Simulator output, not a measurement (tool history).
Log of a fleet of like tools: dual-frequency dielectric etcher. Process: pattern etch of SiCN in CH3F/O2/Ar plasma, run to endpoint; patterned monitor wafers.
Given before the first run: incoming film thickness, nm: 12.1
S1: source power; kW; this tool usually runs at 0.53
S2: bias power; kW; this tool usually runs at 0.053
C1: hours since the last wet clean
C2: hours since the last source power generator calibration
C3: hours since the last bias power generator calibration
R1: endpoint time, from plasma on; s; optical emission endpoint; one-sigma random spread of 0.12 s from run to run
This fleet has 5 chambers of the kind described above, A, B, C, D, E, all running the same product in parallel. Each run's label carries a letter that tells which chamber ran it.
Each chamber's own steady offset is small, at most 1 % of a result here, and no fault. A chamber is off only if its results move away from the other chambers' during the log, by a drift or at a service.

| run | hour | S1 | S2 | C1 | C2 | C3 | R1 |
|---|---|---|---|---|---|---|---|
| 1B | 8.8 | 0.53 | 0.053 | 155.2 | 1078.6 | 2175 | 32.078 |
| 2D | 13.9 | 0.53 | 0.053 | 146.8 | 1165.4 | 2040.6 | 32.093 |
| 3E | 22.1 | 0.53 | 0.053 | 62.4 | 3205.3 | 1078.3 | 31.943 |
| 4A | 30.6 | 0.53 | 0.053 | 241.9 | 2527.8 | 1488.9 | 32.287 |
| 5C | 37.4 | 0.53 | 0.053 | 352.8 | 247.1 | 1934.8 | 32.308 |
| 6D | 44.3 | 0.53 | 0.053 | 177.2 | 1195.8 | 2071 | 32.09 |
| 7C | 52.9 | 0.53 | 0.053 | 368.3 | 262.6 | 1950.3 | 32.123 |
| 8B | 60 | 0.63 | 0.057 | 206.4 | 1129.8 | 2226.2 | 29.427 |
| 9A | 66.4 | 0.63 | 0.057 | 277.7 | 2563.6 | 1524.7 | 29.31 |
|  | 70.1 | chamber C: wet clean of the chamber |
| 10E | 74.3 | 0.63 | 0.057 | 114.6 | 3257.5 | 1130.5 | 29.2 |
| 11C | 80.4 | 0.63 | 0.057 | 10.3 | 290.1 | 1977.8 | 29.445 |
| 12B | 85.2 | 0.63 | 0.057 | 231.6 | 1155 | 2251.4 | 29.384 |
| 13E | 93.5 | 0.53 | 0.053 | 133.8 | 3276.7 | 1149.7 | 31.676 |
| 14D | 99.3 | 0.53 | 0.053 | 232.2 | 1250.8 | 2126 | 31.913 |
| 15A | 105.3 | 0.53 | 0.053 | 316.6 | 2602.5 | 1563.6 | 32.225 |
| 16E | 113.6 | 0.53 | 0.053 | 153.9 | 3296.8 | 1169.8 | 31.947 |
| 17B | 119.6 | 0.53 | 0.053 | 266 | 1189.4 | 2285.8 | 32.162 |
| 18C | 124.3 | 0.53 | 0.053 | 54.2 | 334 | 2021.7 | 32.343 |
| 19A | 130.9 | 0.53 | 0.053 | 342.2 | 2628.1 | 1589.2 | 32.27 |
| 20D | 135.9 | 0.53 | 0.053 | 268.8 | 1287.4 | 2162.6 | 31.906 |
| 21C | 140.2 | 0.53 | 0.053 | 70.1 | 349.9 | 2037.6 | 32.113 |
| 22A | 146.5 | 0.53 | 0.053 | 357.8 | 2643.7 | 1604.8 | 32.236 |
| 23B | 154.6 | 0.53 | 0.053 | 301 | 1224.4 | 2320.8 | 32.057 |
| 24E | 162.2 | 0.53 | 0.053 | 202.5 | 3345.4 | 1218.4 | 31.895 |
| 25D | 168.8 | 0.53 | 0.053 | 301.7 | 1320.3 | 2195.5 | 32.15 |
| 26A | 174.7 | 0.53 | 0.053 | 386 | 2671.9 | 1633 | 32.401 |
| 27C | 180.1 | 0.53 | 0.053 | 110 | 389.8 | 2077.5 | 32.229 |
|  | 180.4 | chamber A: bias power generator calibrated |
|  | 182.8 | chamber A: wet clean of the chamber |
| 28B | 188.4 | 0.53 | 0.053 | 334.8 | 1258.2 | 2354.6 | 32.079 |
|  | 193.1 | chamber D: bias power generator calibrated |
| 29E | 196.3 | 0.53 | 0.053 | 236.6 | 3379.5 | 1252.5 | 31.94 |
| 30D | 204.6 | 0.53 | 0.053 | 337.5 | 1356.1 | 11.6 | 32.134 |
| 31A | 213.2 | 0.53 | 0.053 | 30.5 | 2710.4 | 32.8 | 32.38 |
| 32E | 219 | 0.53 | 0.053 | 259.3 | 3402.2 | 1275.2 | 31.709 |
| 33D | 223.9 | 0.53 | 0.053 | 356.8 | 1375.4 | 30.9 | 32.135 |
| 34B | 228.4 | 0.53 | 0.053 | 374.8 | 1298.2 | 2394.6 | 32.155 |
|  | 230.1 | chamber D: wet clean of the chamber |
| 35C | 232.4 | 0.53 | 0.053 | 162.3 | 442.1 | 2129.8 | 32.028 |
| 36C | 239.5 | 0.53 | 0.053 | 169.4 | 449.2 | 2136.9 | 32.299 |
| 37B | 246.4 | 0.53 | 0.053 | 392.8 | 1316.2 | 2412.6 | 32.132 |
| 38A | 253.6 | 0.53 | 0.053 | 70.9 | 2750.8 | 73.2 | 32.187 |
| 39D | 258.2 | 0.53 | 0.053 | 28.2 | 1409.7 | 65.2 | 32.189 |
| 40E | 267.1 | 0.53 | 0.053 | 307.4 | 3450.3 | 1323.3 | 31.703 |

Decide between three cases: one chamber stands off from its peers, the gauge reading all wafers drifts, or nothing is wrong past each chamber's small offset. Where a chamber is off, say which and what most likely put it there.

Nothing is wrong: each chamber keeps only its own small, steady offset and the gauge holds still.

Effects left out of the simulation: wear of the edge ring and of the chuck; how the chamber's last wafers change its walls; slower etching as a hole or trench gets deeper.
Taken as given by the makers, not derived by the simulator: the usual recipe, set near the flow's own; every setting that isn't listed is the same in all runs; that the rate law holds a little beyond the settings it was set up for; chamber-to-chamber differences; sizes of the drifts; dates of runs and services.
